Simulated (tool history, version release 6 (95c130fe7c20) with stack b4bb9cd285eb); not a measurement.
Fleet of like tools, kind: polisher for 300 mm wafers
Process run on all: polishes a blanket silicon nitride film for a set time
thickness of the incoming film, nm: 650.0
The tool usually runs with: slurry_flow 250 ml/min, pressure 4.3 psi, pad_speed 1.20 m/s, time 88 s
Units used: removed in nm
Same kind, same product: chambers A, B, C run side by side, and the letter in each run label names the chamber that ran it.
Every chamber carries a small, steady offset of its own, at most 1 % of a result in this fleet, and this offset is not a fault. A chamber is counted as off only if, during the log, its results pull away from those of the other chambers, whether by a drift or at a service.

run,hour,slurry_flow,pressure,pad_speed,time,wafers polished on this pad,hours since the slurry nozzle was cleaned,hours since the head pressure was calibrated,removed
1C,3.9,250,4.3,1.20,88,398,4.6,295.2,242.59
2B,10.0,250,4.3,1.20,88,444,392.0,272.6,244.72
3A,15.6,250,4.3,1.20,88,392,150.5,228.1,246.55
# hour 16.6: chamber B: worn pad replaced by a new one
# hour 19.2: chamber C: worn pad replaced by a new one
4C,19.5,250,4.3,1.20,88,2,20.2,310.8,248.12
5A,23.7,250,4.3,1.20,88,464,158.6,236.2,246.84
6B,26.5,250,4.3,1.20,79,88,408.5,289.1,218.63
# hour 30.3: chamber A: worn pad replaced by a new one
7C,31.8,250,4.3,1.20,79,112,32.5,323.1,221.53
8B,35.0,250,4.3,1.20,79,164,417.0,297.6,218.92
9A,41.1,250,4.3,1.20,88,96,176.0,253.6,242.11
10C,45.2,250,4.3,0.92,88,232,45.9,336.5,195.71
11A,50.6,250,4.3,0.92,88,181,185.5,263.1,197.15
12B,53.5,250,4.3,0.92,88,329,435.5,316.1,194.10
13B,59.8,250,4.3,1.20,88,385,441.8,322.4,242.11
14A,65.0,250,4.3,1.20,88,310,199.9,277.5,248.89
15C,71.2,250,4.3,1.20,88,464,71.9,362.5,241.32
# hour 72.3: chamber B: worn pad replaced by a new one
16A,74.0,250,4.3,1.20,88,390,208.9,286.5,241.23
# hour 75.5: chamber B: slurry nozzle cleaned
17B,79.1,250,4.3,1.20,88,61,3.7,341.7,246.78
18C,83.1,250,4.3,1.20,88,570,83.8,374.4,242.29
19B,87.6,250,4.3,1.20,88,136,12.2,350.2,240.26
# hour 91.6: chamber C: worn pad replaced by a new one
# hour 93.2: chamber A: worn pad replaced by a new one
20C,93.3,250,4.3,1.20,88,15,94.0,384.6,246.20
21A,97.5,305,4.3,1.20,88,39,232.4,310.0,245.01
22A,102.9,305,4.3,1.20,88,87,237.8,315.4,250.73
23B,108.7,305,4.3,1.20,88,325,33.3,371.3,248.55
24C,112.7,250,4.3,1.20,88,189,113.4,404.0,238.44
25A,118.6,250,4.3,1.20,88,227,253.5,331.1,244.04
26C,121.6,250,4.3,1.20,88,268,122.3,412.9,242.60
27B,125.1,250,4.3,1.20,88,471,49.7,387.7,243.46
28C,128.3,250,4.3,1.20,88,328,129.0,419.6,245.87
# hour 129.4: chamber A: head pressure recalibrated
# hour 129.5: chamber B: worn pad replaced by a new one
29B,132.7,250,4.3,1.20,88,29,57.3,395.3,241.64
30A,137.0,250,4.3,1.20,88,391,271.9,7.7,243.54
31C,140.2,250,4.3,1.20,112,434,140.9,431.5,303.36
32B,143.2,250,4.3,1.20,112,122,67.8,405.8,303.32
33A,146.2,250,4.3,1.20,112,473,281.1,16.9,308.02
34B,150.2,250,4.3,1.20,88,185,74.8,412.8,247.57
# hour 151.2: chamber C: worn pad replaced by a new one
# hour 153.4: chamber A: worn pad replaced by a new one
35A,155.9,250,4.3,1.20,88,23,290.8,26.6,238.58
36C,162.1,250,4.3,1.20,88,97,162.8,453.4,244.01
37C,166.4,250,4.3,1.20,88,136,167.1,457.7,239.43
38A,169.6,250,4.3,1.20,88,145,304.5,40.3,241.92

Has any chamber moved away from the others, gradually or after a service, or does the common gauge drift, or do the chambers differ only by their own small steady offsets? State the chamber and the most likely cause if one applies.

All chambers stay in line apart from their small fixed offsets, and the gauge does not drift.
